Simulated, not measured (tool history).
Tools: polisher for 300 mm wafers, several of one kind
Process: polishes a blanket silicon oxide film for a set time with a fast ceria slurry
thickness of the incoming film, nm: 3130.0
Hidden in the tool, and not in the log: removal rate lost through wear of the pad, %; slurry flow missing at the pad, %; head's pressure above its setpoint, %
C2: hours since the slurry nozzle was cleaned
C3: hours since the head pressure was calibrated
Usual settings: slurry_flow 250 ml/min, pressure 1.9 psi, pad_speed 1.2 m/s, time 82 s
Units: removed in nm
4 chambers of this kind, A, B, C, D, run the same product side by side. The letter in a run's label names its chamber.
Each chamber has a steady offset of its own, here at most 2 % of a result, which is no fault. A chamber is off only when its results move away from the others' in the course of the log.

{"run": "1C", "hour": 7.7, "slurry_flow": 250, "pressure": 1.9, "pad_speed": 1.2, "time": 82, "wafers polished on this pad": 445, "C2": 140.6, "C3": 812.2, "removed": 890.58}
{"hour": 8.3, "done": "chamber A: worn pad replaced by a new one"}
{"run": "2B", "hour": 14.0, "slurry_flow": 250, "pressure": 1.9, "pad_speed": 1.2, "time": 82, "wafers polished on this pad": 597, "C2": 767.2, "C3": 221.7, "removed": 868.57}
{"run": "3A", "hour": 19.8, "slurry_flow": 250, "pressure": 1.9, "pad_speed": 1.2, "time": 82, "wafers polished on this pad": 148, "C2": 192.1, "C3": 686.5, "removed": 873.71}
{"run": "4D", "hour": 29.2, "slurry_flow": 250, "pressure": 1.9, "pad_speed": 1.2, "time": 82, "wafers polished on this pad": 437, "C2": 637.2, "C3": 81.8, "removed": 869.62}
{"run": "5D", "hour": 34.3, "slurry_flow": 250, "pressure": 1.9, "pad_speed": 1.2, "time": 82, "wafers polished on this pad": 503, "C2": 642.3, "C3": 86.9, "removed": 872.99}
{"hour": 36.1, "done": "chamber B: slurry nozzle cleaned"}
{"run": "6A", "hour": 39.3, "slurry_flow": 250, "pressure": 1.9, "pad_speed": 1.2, "time": 82, "wafers polished on this pad": 399, "C2": 211.6, "C3": 706, "removed": 876.93}
{"run": "7C", "hour": 44.4, "slurry_flow": 250, "pressure": 1.9, "pad_speed": 1.2, "time": 82, "wafers polished on this pad": 917, "C2": 177.3, "C3": 848.9, "removed": 883.57}
{"hour": 44.8, "done": "chamber D: worn pad replaced by a new one"}
{"hour": 47.1, "done": "chamber B: worn pad replaced by a new one"}
{"run": "8B", "hour": 50.3, "slurry_flow": 250, "pressure": 1.9, "pad_speed": 1.2, "time": 82, "wafers polished on this pad": 42, "C2": 14.2, "C3": 258, "removed": 864.39}
{"hour": 52.9, "done": "chamber D: slurry nozzle cleaned"}
{"run": "9C", "hour": 56.3, "slurry_flow": 250, "pressure": 1.9, "pad_speed": 1.2, "time": 82, "wafers polished on this pad": 1071, "C2": 189.2, "C3": 860.8, "removed": 871.49}
{"run": "10A", "hour": 63.5, "slurry_flow": 250, "pressure": 1.9, "pad_speed": 1.2, "time": 82, "wafers polished on this pad": 711, "C2": 235.8, "C3": 730.2, "removed": 852.1}
{"hour": 68.2, "done": "chamber C: worn pad replaced by a new one"}
{"run": "11B", "hour": 70.4, "slurry_flow": 250, "pressure": 1.9, "pad_speed": 1.2, "time": 82, "wafers polished on this pad": 300, "C2": 34.3, "C3": 278.1, "removed": 860.17}
{"run": "12D", "hour": 76.5, "slurry_flow": 250, "pressure": 1.9, "pad_speed": 1.2, "time": 82, "wafers polished on this pad": 408, "C2": 23.6, "C3": 129.1, "removed": 855.78}
{"run": "13D", "hour": 81.7, "slurry_flow": 250, "pressure": 1.9, "pad_speed": 1.2, "time": 82, "wafers polished on this pad": 475, "C2": 28.8, "C3": 134.3, "removed": 846.62}
{"run": "14C", "hour": 86.6, "slurry_flow": 250, "pressure": 1.9, "pad_speed": 1.2, "time": 82, "wafers polished on this pad": 237, "C2": 219.5, "C3": 891.1, "removed": 890.37}
{"run": "15B", "hour": 93.9, "slurry_flow": 250, "pressure": 1.9, "pad_speed": 1.04, "time": 82, "wafers polished on this pad": 603, "C2": 57.8, "C3": 301.6, "removed": 739.42}
{"run": "16A", "hour": 102.8, "slurry_flow": 250, "pressure": 1.9, "pad_speed": 1.04, "time": 82, "wafers polished on this pad": 1216, "C2": 275.1, "C3": 769.5, "removed": 758.12}
{"hour": 105.0, "done": "chamber D: worn pad replaced by a new one"}
{"hour": 106.9, "done": "chamber A: worn pad replaced by a new one"}
{"run": "17C", "hour": 112.5, "slurry_flow": 250, "pressure": 1.9, "pad_speed": 1.04, "time": 82, "wafers polished on this pad": 570, "C2": 245.4, "C3": 917, "removed": 779.29}
{"run": "18D", "hour": 118.1, "slurry_flow": 250, "pressure": 1.9, "pad_speed": 1.04, "time": 82, "wafers polished on this pad": 169, "C2": 65.2, "C3": 170.7, "removed": 756.51}
{"run": "19A", "hour": 124.9, "slurry_flow": 250, "pressure": 1.9, "pad_speed": 1.2, "time": 82, "wafers polished on this pad": 232, "C2": 297.2, "C3": 791.6, "removed": 861.02}
{"hour": 128.4, "done": "chamber B: worn pad replaced by a new one"}
{"run": "20B", "hour": 134.1, "slurry_flow": 250, "pressure": 1.9, "pad_speed": 1.2, "time": 82, "wafers polished on this pad": 73, "C2": 98, "C3": 341.8, "removed": 882.99}
{"run": "21C", "hour": 141.3, "slurry_flow": 305, "pressure": 1.9, "pad_speed": 1.2, "time": 66, "wafers polished on this pad": 941, "C2": 274.2, "C3": 945.8, "removed": 717.49}
{"run": "22D", "hour": 151.1, "slurry_flow": 305, "pressure": 1.9, "pad_speed": 1.2, "time": 66, "wafers polished on this pad": 594, "C2": 98.2, "C3": 203.7, "removed": 699.32}
{"run": "23B", "hour": 155.8, "slurry_flow": 305, "pressure": 1.9, "pad_speed": 1.2, "time": 66, "wafers polished on this pad": 352, "C2": 119.7, "C3": 363.5, "removed": 702.58}
{"hour": 158.7, "done": "chamber D: worn pad replaced by a new one"}
{"run": "24A", "hour": 160.7, "slurry_flow": 305, "pressure": 1.9, "pad_speed": 1.2, "time": 66, "wafers polished on this pad": 692, "C2": 333, "C3": 827.4, "removed": 720.4}
{"run": "25C", "hour": 165.3, "slurry_flow": 250, "pressure": 1.9, "pad_speed": 1.2, "time": 82, "wafers polished on this pad": 1250, "C2": 298.2, "C3": 969.8, "removed": 887.78}
{"hour": 169.6, "done": "chamber A: slurry nozzle cleaned"}
{"run": "26B", "hour": 175.1, "slurry_flow": 250, "pressure": 1.9, "pad_speed": 1.2, "time": 82, "wafers polished on this pad": 600, "C2": 139, "C3": 382.8, "removed": 893.08}
{"hour": 182.6, "done": "chamber C: worn pad replaced by a new one"}
{"run": "27D", "hour": 184.5, "slurry_flow": 250, "pressure": 1.9, "pad_speed": 1.2, "time": 82, "wafers polished on this pad": 332, "C2": 131.6, "C3": 237.1, "removed": 851.67}
{"run": "28A", "hour": 194.0, "slurry_flow": 250, "pressure": 1.9, "pad_speed": 1.2, "time": 82, "wafers polished on this pad": 1121, "C2": 24.5, "C3": 860.7, "removed": 872.35}
{"hour": 198.9, "done": "chamber A: worn pad replaced by a new one"}
{"run": "29D", "hour": 200.0, "slurry_flow": 250, "pressure": 1.9, "pad_speed": 1.2, "time": 82, "wafers polished on this pad": 531, "C2": 147.1, "C3": 252.6, "removed": 849.07}
{"hour": 203.1, "done": "chamber B: worn pad replaced by a new one"}
{"run": "30B", "hour": 206.5, "slurry_flow": 250, "pressure": 1.9, "pad_speed": 1.2, "time": 82, "wafers polished on this pad": 44, "C2": 170.4, "C3": 414.2, "removed": 874.3}
{"run": "31C", "hour": 211.5, "slurry_flow": 250, "pressure": 1.9, "pad_speed": 1.2, "time": 82, "wafers polished on this pad": 372, "C2": 344.4, "C3": 1016, "removed": 864.04}
{"run": "32A", "hour": 216.1, "slurry_flow": 295, "pressure": 1.9, "pad_speed": 1.2, "time": 82, "wafers polished on this pad": 222, "C2": 46.6, "C3": 882.8, "removed": 894.16}
{"run": "33A", "hour": 222.8, "slurry_flow": 295, "pressure": 1.9, "pad_speed": 1.2, "time": 82, "wafers polished on this pad": 308, "C2": 53.3, "C3": 889.5, "removed": 875.48}

All 4 chambers run these settings next. Forecast each chamber's results:
{"run": "34A", "hour": 229.8, "slurry_flow": 250, "pressure": 1.9, "pad_speed": 1.2, "time": 96, "removed": "?"}
{"run": "34B", "hour": 229.8, "slurry_flow": 250, "pressure": 1.9, "pad_speed": 1.2, "time": 96, "removed": "?"}
{"run": "34C", "hour": 229.8, "slurry_flow": 250, "pressure": 1.9, "pad_speed": 1.2, "time": 96, "removed": "?"}
{"run": "34D", "hour": 229.8, "slurry_flow": 250, "pressure": 1.9, "pad_speed": 1.2, "time": 96, "removed": "?"}

run=34A removed=1013.8
run=34B removed=1030.7
run=34C removed=1044.5
run=34D removed=1020.2
